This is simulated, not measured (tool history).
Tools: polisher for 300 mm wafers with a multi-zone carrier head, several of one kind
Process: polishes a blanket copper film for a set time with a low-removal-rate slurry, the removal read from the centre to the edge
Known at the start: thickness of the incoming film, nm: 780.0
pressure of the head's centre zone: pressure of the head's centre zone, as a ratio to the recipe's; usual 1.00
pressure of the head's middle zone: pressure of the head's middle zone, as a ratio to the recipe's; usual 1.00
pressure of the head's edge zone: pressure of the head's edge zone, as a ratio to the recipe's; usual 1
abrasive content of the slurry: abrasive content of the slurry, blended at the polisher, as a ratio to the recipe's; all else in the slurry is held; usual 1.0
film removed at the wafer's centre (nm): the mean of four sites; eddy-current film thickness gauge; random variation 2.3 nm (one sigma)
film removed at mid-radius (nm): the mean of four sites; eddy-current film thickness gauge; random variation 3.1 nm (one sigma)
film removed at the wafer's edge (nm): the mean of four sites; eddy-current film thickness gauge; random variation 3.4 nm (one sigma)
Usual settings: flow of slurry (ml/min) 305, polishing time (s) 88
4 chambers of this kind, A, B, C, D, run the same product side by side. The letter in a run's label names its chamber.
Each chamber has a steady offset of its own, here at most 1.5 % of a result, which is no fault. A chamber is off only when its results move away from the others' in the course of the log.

| run | day | flow of slurry (ml/min) | pressure of the head's centre zone | pressure of the head's middle zone | pressure of the head's edge zone | abrasive content of the slurry | polishing time (s) | wafers polished on this pad | hours since the slurry nozzle was cleaned | hours since the centre zone pressure was calibrated | hours since the edge zone pressure was calibrated | film removed at the wafer's centre (nm) | film removed at mid-radius (nm) | film removed at the wafer's edge (nm) |
|---|---|---|---|---|---|---|---|---|---|---|---|---|---|---|
| 1C | 0.596 | 305 | 1.00 | 1.00 | 1 | 1.0 | 88 | 509 | 158.8 | 39.7 | 281.2 | 248.85 | 248.80 | 246.89 |
| 2A | 1.067 | 305 | 1.00 | 1.00 | 1 | 1.0 | 88 | 678 | 43.7 | 165.4 | 1177.2 | 252.54 | 247.99 | 249.80 |
|  | 1.317 | chamber B: worn pad replaced by a new one |
| 3D | 1.467 | 305 | 1.00 | 1.00 | 1 | 1.0 | 88 | 649 | 75.2 | 438.8 | 827.9 | 251.28 | 252.93 | 253.46 |
| 4B | 2.083 | 305 | 1.00 | 1.00 | 1 | 1.0 | 88 | 225 | 277.9 | 713.7 | 845.1 | 249.56 | 249.14 | 251.16 |
|  | 2.533 | chamber A: worn pad replaced by a new one |
| 5B | 2.533 | 305 | 1.00 | 1.00 | 1 | 1.0 | 88 | 357 | 288.7 | 724.5 | 855.9 | 243.33 | 244.10 | 249.70 |
|  | 2.896 | chamber D: worn pad replaced by a new one |
| 6A | 3.017 | 305 | 1.00 | 1.00 | 1 | 1.0 | 88 | 142 | 90.5 | 212.2 | 1224.0 | 251.63 | 244.88 | 256.17 |
| 7C | 3.683 | 305 | 1.00 | 1.00 | 1 | 1.0 | 88 | 1415 | 232.9 | 113.8 | 355.3 | 251.38 | 244.26 | 243.38 |
|  | 3.888 | chamber A: edge zone pressure recalibrated |
| 8D | 3.992 | 305 | 1.00 | 1.00 | 1 | 1.0 | 88 | 322 | 135.8 | 499.4 | 888.5 | 253.33 | 251.85 | 250.51 |
| 9C | 4.604 | 305 | 1.00 | 1.00 | 1 | 1.0 | 88 | 1685 | 255.0 | 135.9 | 377.4 | 250.60 | 240.59 | 247.01 |
| 10D | 5.254 | 305 | 1.00 | 1.00 | 1 | 1.3 | 61 | 692 | 166.1 | 529.7 | 918.8 | 183.99 | 185.72 | 186.97 |
| 11A | 5.579 | 305 | 1.00 | 1.00 | 1 | 1.3 | 61 | 894 | 152.0 | 273.7 | 40.7 | 183.31 | 178.14 | 178.25 |
| 12B | 6.054 | 305 | 1.00 | 1.00 | 1 | 1.3 | 61 | 1390 | 373.2 | 809.0 | 940.4 | 181.26 | 181.74 | 184.50 |
|  | 6.138 | chamber D: worn pad replaced by a new one |
|  | 6.483 | chamber B: worn pad replaced by a new one |
| 13A | 6.662 | 305 | 1.00 | 1.00 | 1 | 1.3 | 61 | 1212 | 178.0 | 299.7 | 66.7 | 181.82 | 179.34 | 181.60 |
|  | 6.696 | chamber A: worn pad replaced by a new one |
| 14D | 7.083 | 305 | 1.00 | 1.00 | 1 | 1.0 | 88 | 277 | 210.0 | 573.6 | 962.7 | 253.07 | 247.95 | 250.02 |
|  | 7.412 | chamber D: slurry nozzle cleaned |
|  | 7.433 | chamber B: centre zone pressure recalibrated |
| 15C | 7.692 | 305 | 1.00 | 1.00 | 1 | 1.0 | 88 | 2591 | 329.1 | 210.0 | 451.5 | 246.49 | 238.27 | 237.53 |
| 16B | 8.317 | 305 | 1.00 | 1.00 | 1 | 1.0 | 88 | 537 | 427.5 | 21.3 | 994.7 | 249.60 | 249.24 | 254.98 |
| 17C | 8.962 | 305 | 1.00 | 1.00 | 1 | 1.0 | 88 | 2964 | 359.6 | 240.5 | 482.0 | 242.66 | 239.45 | 238.23 |
| 18A | 9.512 | 305 | 1.00 | 1.00 | 1 | 1.0 | 88 | 827 | 246.4 | 368.1 | 135.1 | 250.84 | 246.29 | 250.15 |
|  | 9.583 | chamber D: worn pad replaced by a new one |
| 19B | 9.925 | 305 | 1.00 | 1.04 | 1 | 1.0 | 88 | 1009 | 466.1 | 59.9 | 1033.3 | 250.23 | 257.43 | 249.94 |
| 20D | 10.246 | 305 | 1.00 | 1.04 | 1 | 1.0 | 88 | 194 | 68.1 | 649.5 | 1038.6 | 253.03 | 259.22 | 255.14 |
| 21D | 10.775 | 305 | 1.00 | 1.04 | 1 | 1.0 | 88 | 350 | 80.8 | 662.2 | 1051.3 | 253.09 | 258.55 | 255.08 |
|  | 10.871 | chamber A: worn pad replaced by a new one |
| 22B | 11.417 | 305 | 1.00 | 1.04 | 1 | 1.0 | 88 | 1447 | 501.9 | 95.7 | 1069.1 | 247.57 | 256.17 | 252.91 |
|  | 11.612 | chamber B: worn pad replaced by a new one |
| 23A | 11.796 | 305 | 1.00 | 1.00 | 1 | 1.0 | 88 | 272 | 301.2 | 422.9 | 189.9 | 249.93 | 248.75 | 251.10 |
| 24C | 12.408 | 305 | 1.00 | 1.00 | 1 | 1.0 | 88 | 3975 | 442.3 | 323.2 | 564.7 | 240.12 | 240.90 | 230.19 |
| 25A | 12.812 | 305 | 0.96 | 1.00 | 1 | 0.8 | 88 | 570 | 325.6 | 447.3 | 214.3 | 232.70 | 231.87 | 245.87 |
|  | 12.846 | chamber D: worn pad replaced by a new one |
|  | 12.958 | chamber B: slurry nozzle cleaned |
| 26B | 13.179 | 305 | 0.96 | 1.00 | 1 | 0.8 | 88 | 459 | 5.3 | 138.0 | 1111.4 | 228.91 | 233.10 | 236.71 |
|  | 13.267 | chamber B: edge zone pressure recalibrated |
| 27D | 13.517 | 305 | 0.96 | 1.00 | 1 | 0.8 | 88 | 197 | 146.6 | 728.0 | 1117.1 | 226.79 | 245.62 | 233.65 |
| 28C | 14.033 | 305 | 0.96 | 1.00 | 1 | 0.8 | 88 | 4451 | 481.3 | 362.2 | 603.7 | 216.05 | 226.29 | 220.57 |
|  | 14.221 | chamber A: centre zone pressure recalibrated |
|  | 14.367 | chamber A: slurry nozzle cleaned |
|  | 14.529 | chamber A: worn pad replaced by a new one |
| 29B | 14.683 | 305 | 1.00 | 1.00 | 1 | 1.0 | 88 | 901 | 41.4 | 174.1 | 34.0 | 247.14 | 253.75 | 247.67 |
| 30A | 15.179 | 305 | 1.00 | 1.00 | 1 | 1.0 | 88 | 190 | 19.5 | 23.1 | 271.1 | 252.60 | 246.47 | 246.68 |
| 31C | 15.808 | 305 | 1.00 | 1.00 | 1 | 1.0 | 88 | 4972 | 523.9 | 404.8 | 646.3 | 238.55 | 237.02 | 231.58 |
| 32D | 16.146 | 305 | 1.00 | 1.00 | 1 | 1.0 | 88 | 968 | 209.7 | 791.1 | 1180.2 | 248.49 | 250.70 | 248.21 |
|  | 16.492 | chamber D: worn pad replaced by a new one |
| 33C | 16.504 | 305 | 1.00 | 1.00 | 1 | 1.0 | 88 | 5176 | 540.6 | 421.5 | 663.0 | 235.29 | 229.17 | 234.58 |
|  | 16.933 | chamber D: slurry nozzle cleaned |
| 34D | 17.117 | 305 | 1.00 | 1.00 | 1 | 1.0 | 88 | 183 | 4.4 | 814.4 | 1203.5 | 248.56 | 248.91 | 249.04 |
| 35A | 17.462 | 305 | 1.00 | 1.00 | 1 | 1.0 | 88 | 860 | 74.3 | 77.9 | 325.9 | 250.26 | 241.43 | 246.10 |

Is one chamber off against the others, does the gauge drift, or is nothing wrong? If a chamber is off, say which, and what the likeliest cause is.

Chamber C drifts away from the others.
Cause: removal rate lost through wear of the pad, % = 6.67.
The log may not tell that from: slurry flow missing at the pad, %.

Here are 4 candidates for chamber C's next run, each the usual settings with a change, their results left as question marks. Which one brings its results back in line with what the others give on the usual settings?
In line means no further than this from the other chambers' mean on the usual settings: film removed at the wafer's centre (nm) 8.00; film removed at mid-radius (nm) 11.00; film removed at the wafer's edge (nm) 12.00
| 36C-1 | 17.946 | 305 | 1.02 | 1.02 | 0.97 | 1.0 | 76 |  |  |  |  | ? | ? | ? |
| 36C-2 | 17.946 | 305 | 0.99 | 0.99 | 1.02 | 1.0 | 94 |  |  |  |  | ? | ? | ? |
| 36C-3 | 17.946 | 305 | 0.98 | 0.97 | 1.03 | 1.0 | 101 |  |  |  |  | ? | ? | ? |
| 36C-4 | 17.946 | 305 | 1.01 | 1.01 | 0.98 | 1.0 | 82 |  |  |  |  | ? | ? | ? |

The other chambers' mean on the usual settings: film removed at the wafer's centre (nm) 249.22; film removed at mid-radius (nm) 247.03; film removed at the wafer's edge (nm) 250.25
| run | film removed at the wafer's centre (nm) | film removed at mid-radius (nm) | film removed at the wafer's edge (nm) |
|---|---|---|---|
| 36C-1 | 206.33 | 202.33 | 198.02 |
| 36C-2 | 246.82 | 243.61 | 251.64 |
| 36C-3 | 262.18 | 256.99 | 271.87 |
| 36C-4 | 220.18 | 216.38 | 214.84 |
36C-2 brings the chamber back in line.

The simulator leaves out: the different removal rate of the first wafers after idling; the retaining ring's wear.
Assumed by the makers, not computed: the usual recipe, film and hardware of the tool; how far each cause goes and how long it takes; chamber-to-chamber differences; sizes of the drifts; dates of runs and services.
